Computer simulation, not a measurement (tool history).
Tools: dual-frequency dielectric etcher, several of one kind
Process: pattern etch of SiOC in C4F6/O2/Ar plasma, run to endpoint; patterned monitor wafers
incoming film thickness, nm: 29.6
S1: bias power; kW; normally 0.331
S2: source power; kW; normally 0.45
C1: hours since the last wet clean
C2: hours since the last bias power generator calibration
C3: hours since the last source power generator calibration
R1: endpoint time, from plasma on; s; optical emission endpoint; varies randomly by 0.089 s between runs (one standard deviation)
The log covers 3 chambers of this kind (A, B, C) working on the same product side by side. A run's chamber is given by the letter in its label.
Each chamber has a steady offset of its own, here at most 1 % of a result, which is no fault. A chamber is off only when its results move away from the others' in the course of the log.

run   hour     S1    S2     C1      C2      C3      R1
 1B   11.5  0.331  0.45  169.7  1908.9  3125.4   11.17
 2C     19  0.331  0.45  416.2    2356   262.1  11.079
 3A   33.4  0.331  0.45  373.7  3369.6  3236.1  11.072
 4C   40.8  0.331  0.45    438  2377.8   283.9  10.941
 5A   50.4  0.331  0.45  390.7  3386.6  3253.1  10.887
 6B   62.4  0.293  0.45  220.6  1959.8  3176.3  11.501
 7A   71.9  0.293  0.45  412.2  3408.1  3274.6  11.488
 8C   88.1  0.293  0.45  485.3  2425.1   331.2  11.517
 9B   96.2  0.331  0.45  254.4  1993.6  3210.1  11.195
10C  109.3  0.331  0.45  506.5  2446.3   352.4  11.044
     112.2  -- chamber A: wet clean of the chamber
11B    117  0.331  0.45  275.2  2014.4  3230.9  11.047
12A  126.8  0.331  0.45   14.6    3463  3329.5  11.048
     130.6  -- chamber C: wet clean of the chamber
13A  143.5  0.331  0.45   31.3  3479.7  3346.2  10.973
14C    156  0.331  0.45   25.5    2493   399.1  11.084
15B  169.1  0.331  0.45  327.3  2066.5    3283   11.08
16B  180.6  0.331  0.45  338.8    2078  3294.5  10.934
17C  195.5  0.331  0.45     65  2532.5   438.6  11.092
     198.8  -- chamber C: bias power generator calibrated
18A  206.3  0.331  0.45   94.1  3542.5    3409  10.927
19B  214.9  0.363  0.51  373.1  2112.3  3328.8  10.384
20C  228.2  0.363  0.51   97.7    29.4   471.3  10.444
21A  240.3  0.363  0.51  128.1  3576.5    3443  10.306
22C  248.8  0.299  0.45  118.3      50   491.9  11.505
23A  261.7  0.299  0.45  149.5  3597.9  3464.4  11.352
24B  270.5  0.299  0.45  428.7  2167.9  3384.4  11.405
25B  285.2  0.331  0.45  443.4  2182.6  3399.1  10.915
26A  300.7  0.331  0.45  188.5  3636.9  3503.4    10.9
27C    314  0.331  0.45  183.5   115.2   557.1  11.167
28A  325.9  0.331  0.45  213.7  3662.1  3528.6  11.127

Has any chamber moved away from the others, gradually or after a service, or does the common gauge drift, or do the chambers differ only by their own small steady offsets? State the chamber and the most likely cause if one applies.

All chambers stay in line apart from their small fixed offsets, and the gauge does not drift.
